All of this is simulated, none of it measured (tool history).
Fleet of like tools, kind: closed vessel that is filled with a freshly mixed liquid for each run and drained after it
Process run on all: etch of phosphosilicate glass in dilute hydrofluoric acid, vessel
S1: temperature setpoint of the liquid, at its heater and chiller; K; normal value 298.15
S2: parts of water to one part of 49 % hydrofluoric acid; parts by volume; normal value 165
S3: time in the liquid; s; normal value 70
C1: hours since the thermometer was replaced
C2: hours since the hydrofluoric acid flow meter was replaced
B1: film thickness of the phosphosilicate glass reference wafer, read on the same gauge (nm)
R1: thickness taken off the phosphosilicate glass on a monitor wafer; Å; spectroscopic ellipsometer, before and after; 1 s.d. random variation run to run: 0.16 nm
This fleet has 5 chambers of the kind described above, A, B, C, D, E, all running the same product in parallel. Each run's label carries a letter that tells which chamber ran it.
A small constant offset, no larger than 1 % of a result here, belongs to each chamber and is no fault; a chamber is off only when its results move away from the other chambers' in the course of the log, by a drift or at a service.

{"run": "1D", "hour": 7.9, "S1": 298.15, "S2": 165, "S3": 70, "C1": 439.1, "C2": 949.8, "B1": 99.975, "R1": 351.8}
{"run": "2A", "hour": 20.2, "S1": 298.15, "S2": 165, "S3": 70, "C1": 943.5, "C2": 778.4, "B1": 100.01, "R1": 356.27}
{"run": "3B", "hour": 30.1, "S1": 298.15, "S2": 165, "S3": 70, "C1": 40.7, "C2": 260.8, "B1": 99.996, "R1": 352.73}
{"run": "4C", "hour": 36.9, "S1": 298.15, "S2": 165, "S3": 70, "C1": 1014.2, "C2": 535.8, "B1": 99.996, "R1": 351.85}
{"run": "5E", "hour": 47.8, "S1": 298.15, "S2": 165, "S3": 70, "C1": 263.7, "C2": 324.2, "B1": 100.01, "R1": 351.42}
{"run": "6C", "hour": 56.1, "S1": 298.15, "S2": 165, "S3": 70, "C1": 1033.4, "C2": 555, "B1": 100, "R1": 352.45}
{"run": "7A", "hour": 63.6, "S1": 298.15, "S2": 165, "S3": 70, "C1": 986.9, "C2": 821.8, "B1": 100, "R1": 354.45}
{"run": "8D", "hour": 71.3, "S1": 298.15, "S2": 165, "S3": 70, "C1": 502.5, "C2": 1013.2, "B1": 100, "R1": 350.91}
{"run": "9E", "hour": 78.0, "S1": 298.15, "S2": 165, "S3": 70, "C1": 293.9, "C2": 354.4, "B1": 99.996, "R1": 352.02}
{"run": "10B", "hour": 89.5, "S1": 298.15, "S2": 165, "S3": 70, "C1": 100.1, "C2": 320.2, "B1": 99.98, "R1": 346.68}
{"run": "11E", "hour": 96.9, "S1": 298.15, "S2": 165, "S3": 70, "C1": 312.8, "C2": 373.3, "B1": 100.03, "R1": 351.75}
{"run": "12D", "hour": 107.8, "S1": 298.15, "S2": 165, "S3": 70, "C1": 539, "C2": 1049.7, "B1": 99.982, "R1": 351.88}
{"run": "13B", "hour": 113.9, "S1": 298.15, "S2": 165, "S3": 70, "C1": 124.5, "C2": 344.6, "B1": 99.988, "R1": 353.04}
{"run": "14C", "hour": 122.7, "S1": 298.15, "S2": 165, "S3": 70, "C1": 1100, "C2": 621.6, "B1": 100.03, "R1": 357.24}
{"run": "15A", "hour": 133.4, "S1": 298.15, "S2": 105, "S3": 105, "C1": 1056.7, "C2": 891.6, "B1": 100.04, "R1": 880.65}
{"hour": 139.0, "done": "chamber A: thermometer replaced"}
{"run": "16B", "hour": 144.0, "S1": 298.15, "S2": 105, "S3": 105, "C1": 154.6, "C2": 374.7, "B1": 100, "R1": 903.07}
{"run": "17A", "hour": 152.4, "S1": 298.15, "S2": 105, "S3": 105, "C1": 13.5, "C2": 910.6, "B1": 99.99, "R1": 881.39}
{"run": "18E", "hour": 159.2, "S1": 298.15, "S2": 105, "S3": 105, "C1": 375.1, "C2": 435.6, "B1": 100.02, "R1": 883.02}
{"hour": 169.4, "done": "chamber E: hydrofluoric acid flow meter replaced"}
{"run": "19C", "hour": 171.7, "S1": 298.15, "S2": 105, "S3": 105, "C1": 1149, "C2": 670.6, "B1": 99.986, "R1": 893.49}
{"run": "20D", "hour": 184.3, "S1": 295.65, "S2": 230, "S3": 70, "C1": 615.5, "C2": 1126.2, "B1": 99.998, "R1": 216.29}
{"run": "21B", "hour": 191.9, "S1": 295.65, "S2": 230, "S3": 70, "C1": 202.5, "C2": 422.6, "B1": 100, "R1": 213.01}
{"run": "22C", "hour": 201.9, "S1": 295.65, "S2": 230, "S3": 70, "C1": 1179.2, "C2": 700.8, "B1": 100.02, "R1": 214.63}
{"run": "23A", "hour": 208.3, "S1": 295.65, "S2": 230, "S3": 70, "C1": 69.4, "C2": 966.5, "B1": 99.978, "R1": 216.59}
{"run": "24D", "hour": 215.1, "S1": 295.65, "S2": 230, "S3": 70, "C1": 646.3, "C2": 1157, "B1": 99.98, "R1": 218.16}
{"run": "25E", "hour": 226.0, "S1": 298.15, "S2": 165, "S3": 70, "C1": 441.9, "C2": 56.7, "B1": 99.975, "R1": 351.52}
{"run": "26A", "hour": 232.2, "S1": 298.15, "S2": 165, "S3": 70, "C1": 93.3, "C2": 990.4, "B1": 100.03, "R1": 352.19}
{"run": "27B", "hour": 244.4, "S1": 302.65, "S2": 165, "S3": 105, "C1": 255, "C2": 475.1, "B1": 100.01, "R1": 615.91}
{"run": "28C", "hour": 251.2, "S1": 302.65, "S2": 165, "S3": 105, "C1": 1228.5, "C2": 750.1, "B1": 99.979, "R1": 624.92}
{"run": "29E", "hour": 262.0, "S1": 302.65, "S2": 165, "S3": 105, "C1": 477.9, "C2": 92.7, "B1": 100.03, "R1": 618.95}
{"run": "30D", "hour": 268.0, "S1": 302.65, "S2": 165, "S3": 105, "C1": 699.2, "C2": 1209.9, "B1": 100.02, "R1": 647.55}
{"hour": 271.9, "done": "chamber C: thermometer replaced"}
{"run": "31B", "hour": 275.4, "S1": 302.65, "S2": 165, "S3": 105, "C1": 286, "C2": 506.1, "B1": 99.976, "R1": 619.94}
{"run": "32D", "hour": 282.5, "S1": 298.15, "S2": 165, "S3": 70, "C1": 713.7, "C2": 1224.4, "B1": 99.968, "R1": 366.71}
{"run": "33E", "hour": 292.3, "S1": 298.15, "S2": 165, "S3": 70, "C1": 508.2, "C2": 123, "B1": 100.02, "R1": 347.98}
{"run": "34A", "hour": 299.1, "S1": 302.15, "S2": 205, "S3": 70, "C1": 160.2, "C2": 1057.3, "B1": 100.01, "R1": 312.19}
{"run": "35C", "hour": 306.5, "S1": 302.15, "S2": 205, "S3": 70, "C1": 34.7, "C2": 805.4, "B1": 99.987, "R1": 312.87}
{"run": "36C", "hour": 317.5, "S1": 302.15, "S2": 205, "S3": 70, "C1": 45.7, "C2": 816.4, "B1": 99.987, "R1": 312.56}
{"run": "37A", "hour": 328.1, "S1": 302.15, "S2": 205, "S3": 70, "C1": 189.2, "C2": 1086.3, "B1": 99.966, "R1": 316.57}
{"run": "38E", "hour": 334.8, "S1": 302.15, "S2": 205, "S3": 70, "C1": 550.7, "C2": 165.5, "B1": 100.03, "R1": 313.35}
{"run": "39D", "hour": 341.9, "S1": 298.15, "S2": 165, "S3": 70, "C1": 773.1, "C2": 1283.8, "B1": 99.995, "R1": 366.28}
{"run": "40B", "hour": 350.5, "S1": 298.15, "S2": 165, "S3": 70, "C1": 361.1, "C2": 581.2, "B1": 100.01, "R1": 350.7}
{"run": "41B", "hour": 356.4, "S1": 298.15, "S2": 165, "S3": 70, "C1": 367, "C2": 587.1, "B1": 99.976, "R1": 349.6}
{"run": "42C", "hour": 368.9, "S1": 298.15, "S2": 165, "S3": 70, "C1": 97.1, "C2": 867.8, "B1": 99.989, "R1": 353.03}

Next, every chamber runs the same settings. What will each give?
{"run": "43A", "hour": 378.2, "S1": 298.15, "S2": 165, "S3": 70, "R1": "?"}
{"run": "43B", "hour": 378.2, "S1": 298.15, "S2": 165, "S3": 70, "R1": "?"}
{"run": "43C", "hour": 378.2, "S1": 298.15, "S2": 165, "S3": 70, "R1": "?"}
{"run": "43D", "hour": 378.2, "S1": 298.15, "S2": 165, "S3": 70, "R1": "?"}
{"run": "43E", "hour": 378.2, "S1": 298.15, "S2": 165, "S3": 70, "R1": "?"}

run=43A R1=351.51
run=43B R1=354.1
run=43C R1=353.02
run=43D R1=368.61
run=43E R1=352.31
